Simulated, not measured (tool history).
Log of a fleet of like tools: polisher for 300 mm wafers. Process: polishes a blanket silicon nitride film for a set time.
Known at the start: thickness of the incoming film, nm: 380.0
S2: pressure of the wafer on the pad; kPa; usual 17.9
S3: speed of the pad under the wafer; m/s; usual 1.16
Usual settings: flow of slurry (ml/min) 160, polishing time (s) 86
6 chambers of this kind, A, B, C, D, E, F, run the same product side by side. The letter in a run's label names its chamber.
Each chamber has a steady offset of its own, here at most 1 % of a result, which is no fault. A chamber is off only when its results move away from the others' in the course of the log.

-- hour=7.3 chamber A: worn pad replaced by a new one
run 1B hour=10.7 | flow_of_slurry_(ml/min)=160 S2=17.9 S3=1.16 polishing_time_(s)=86 | film_removed_(Å)=1191.1
-- hour=16.5 chamber F: worn pad replaced by a new one
run 2E hour=23.9 | flow_of_slurry_(ml/min)=160 S2=17.9 S3=1.16 polishing_time_(s)=86 | film_removed_(Å)=1183.8
run 3C hour=34.6 | flow_of_slurry_(ml/min)=160 S2=17.9 S3=1.16 polishing_time_(s)=86 | film_removed_(Å)=1184.8
-- hour=36 chamber C: worn pad replaced by a new one
run 4D hour=45.6 | flow_of_slurry_(ml/min)=160 S2=17.9 S3=1.16 polishing_time_(s)=86 | film_removed_(Å)=1178.2
run 5F hour=51.6 | flow_of_slurry_(ml/min)=160 S2=22.1 S3=1.16 polishing_time_(s)=86 | film_removed_(Å)=1452.5
run 6A hour=61.4 | flow_of_slurry_(ml/min)=160 S2=22.1 S3=1.16 polishing_time_(s)=86 | film_removed_(Å)=1455.4
-- hour=64.2 chamber B: worn pad replaced by a new one
run 7F hour=73.1 | flow_of_slurry_(ml/min)=160 S2=22.1 S3=1.16 polishing_time_(s)=86 | film_removed_(Å)=1446.4
-- hour=80.1 chamber E: worn pad replaced by a new one
-- hour=82.8 chamber F: worn pad replaced by a new one
-- hour=83.3 chamber A: worn pad replaced by a new one
run 8A hour=85.1 | flow_of_slurry_(ml/min)=160 S2=22.1 S3=1.16 polishing_time_(s)=86 | film_removed_(Å)=1468
-- hour=86.1 chamber F: head pressure recalibrated
run 9B hour=92.6 | flow_of_slurry_(ml/min)=160 S2=22.1 S3=1.16 polishing_time_(s)=86 | film_removed_(Å)=1454.9
-- hour=93.9 chamber C: worn pad replaced by a new one
run 10D hour=100.5 | flow_of_slurry_(ml/min)=160 S2=22.1 S3=1.16 polishing_time_(s)=86 | film_removed_(Å)=1444.7
run 11E hour=107 | flow_of_slurry_(ml/min)=160 S2=17.9 S3=1.16 polishing_time_(s)=86 | film_removed_(Å)=1185.5
-- hour=107.9 chamber E: slurry nozzle cleaned
run 12C hour=116.4 | flow_of_slurry_(ml/min)=160 S2=17.9 S3=1.16 polishing_time_(s)=86 | film_removed_(Å)=1166.4
-- hour=122.1 chamber D: worn pad replaced by a new one
run 13C hour=126.5 | flow_of_slurry_(ml/min)=160 S2=17.9 S3=1.16 polishing_time_(s)=86 | film_removed_(Å)=1170.5
-- hour=130.9 chamber B: worn pad replaced by a new one
run 14D hour=138.2 | flow_of_slurry_(ml/min)=160 S2=17.9 S3=1.16 polishing_time_(s)=86 | film_removed_(Å)=1164.5
-- hour=143.2 chamber F: worn pad replaced by a new one
run 15E hour=144.9 | flow_of_slurry_(ml/min)=160 S2=17.9 S3=1.16 polishing_time_(s)=86 | film_removed_(Å)=1173.4
-- hour=150.5 chamber F: slurry nozzle cleaned
run 16F hour=153.1 | flow_of_slurry_(ml/min)=160 S2=17.9 S3=1.16 polishing_time_(s)=86 | film_removed_(Å)=1179.2
-- hour=153.7 chamber C: worn pad replaced by a new one
-- hour=155.9 chamber A: worn pad replaced by a new one
run 17A hour=159.4 | flow_of_slurry_(ml/min)=160 S2=17.9 S3=1.16 polishing_time_(s)=86 | film_removed_(Å)=1171.8
run 18B hour=171.9 | flow_of_slurry_(ml/min)=160 S2=17.9 S3=1.16 polishing_time_(s)=86 | film_removed_(Å)=1195.9
-- hour=173.7 chamber D: slurry nozzle cleaned
run 19A hour=181.2 | flow_of_slurry_(ml/min)=160 S2=17.9 S3=1.16 polishing_time_(s)=86 | film_removed_(Å)=1194
-- hour=187.9 chamber E: worn pad replaced by a new one
run 20D hour=192 | flow_of_slurry_(ml/min)=160 S2=17.9 S3=1.16 polishing_time_(s)=86 | film_removed_(Å)=1163
-- hour=195.8 chamber B: worn pad replaced by a new one
run 21F hour=201.8 | flow_of_slurry_(ml/min)=160 S2=17.9 S3=1.16 polishing_time_(s)=86 | film_removed_(Å)=1166.4
run 22C hour=208.9 | flow_of_slurry_(ml/min)=160 S2=17.9 S3=1.16 polishing_time_(s)=86 | film_removed_(Å)=1162.1
-- hour=210.6 chamber F: worn pad replaced by a new one
run 23B hour=219.1 | flow_of_slurry_(ml/min)=160 S2=17.9 S3=1.16 polishing_time_(s)=86 | film_removed_(Å)=1182.6
-- hour=220.5 chamber C: worn pad replaced by a new one
-- hour=224.9 chamber A: worn pad replaced by a new one
-- hour=225.4 chamber B: head pressure recalibrated
run 24E hour=227.1 | flow_of_slurry_(ml/min)=160 S2=17.9 S3=1.16 polishing_time_(s)=86 | film_removed_(Å)=1175.2
run 25B hour=236 | flow_of_slurry_(ml/min)=160 S2=17.9 S3=1.16 polishing_time_(s)=86 | film_removed_(Å)=1190.4
-- hour=244.1 chamber D: worn pad replaced by a new one
run 26D hour=247.3 | flow_of_slurry_(ml/min)=160 S2=17.9 S3=1.16 polishing_time_(s)=86 | film_removed_(Å)=1171
run 27E hour=254.4 | flow_of_slurry_(ml/min)=160 S2=17.9 S3=1.16 polishing_time_(s)=86 | film_removed_(Å)=1185.7
run 28C hour=266.2 | flow_of_slurry_(ml/min)=160 S2=17.9 S3=1.16 polishing_time_(s)=86 | film_removed_(Å)=1169
-- hour=271 chamber B: worn pad replaced by a new one
run 29A hour=272.7 | flow_of_slurry_(ml/min)=160 S2=17.9 S3=1.16 polishing_time_(s)=59 | film_removed_(Å)=817.42
-- hour=279.2 chamber F: worn pad replaced by a new one
run 30F hour=284.9 | flow_of_slurry_(ml/min)=160 S2=17.9 S3=1.16 polishing_time_(s)=59 | film_removed_(Å)=804.39
-- hour=287.7 chamber A: worn pad replaced by a new one
-- hour=292.3 chamber C: worn pad replaced by a new one
run 31B hour=298 | flow_of_slurry_(ml/min)=160 S2=17.9 S3=1.16 polishing_time_(s)=59 | film_removed_(Å)=825.58
run 32C hour=304.1 | flow_of_slurry_(ml/min)=160 S2=17.9 S3=1.16 polishing_time_(s)=59 | film_removed_(Å)=795.48
-- hour=306.4 chamber E: worn pad replaced by a new one
run 33F hour=310.4 | flow_of_slurry_(ml/min)=160 S2=17.9 S3=1.16 polishing_time_(s)=59 | film_removed_(Å)=801.91
run 34D hour=321.2 | flow_of_slurry_(ml/min)=160 S2=17.9 S3=1.16 polishing_time_(s)=59 | film_removed_(Å)=797.58
run 35A hour=327.8 | flow_of_slurry_(ml/min)=160 S2=17.9 S3=1.16 polishing_time_(s)=86 | film_removed_(Å)=1188.8
run 36E hour=335.7 | flow_of_slurry_(ml/min)=160 S2=17.9 S3=1.16 polishing_time_(s)=86 | film_removed_(Å)=1174.6

What goes on in this fleet: one chamber off, a drifting gauge, or nothing beyond the chambers' own small offsets? Name the chamber and the cause, if any.

No chamber stands off beyond its own small offset, and the gauge holds steady.
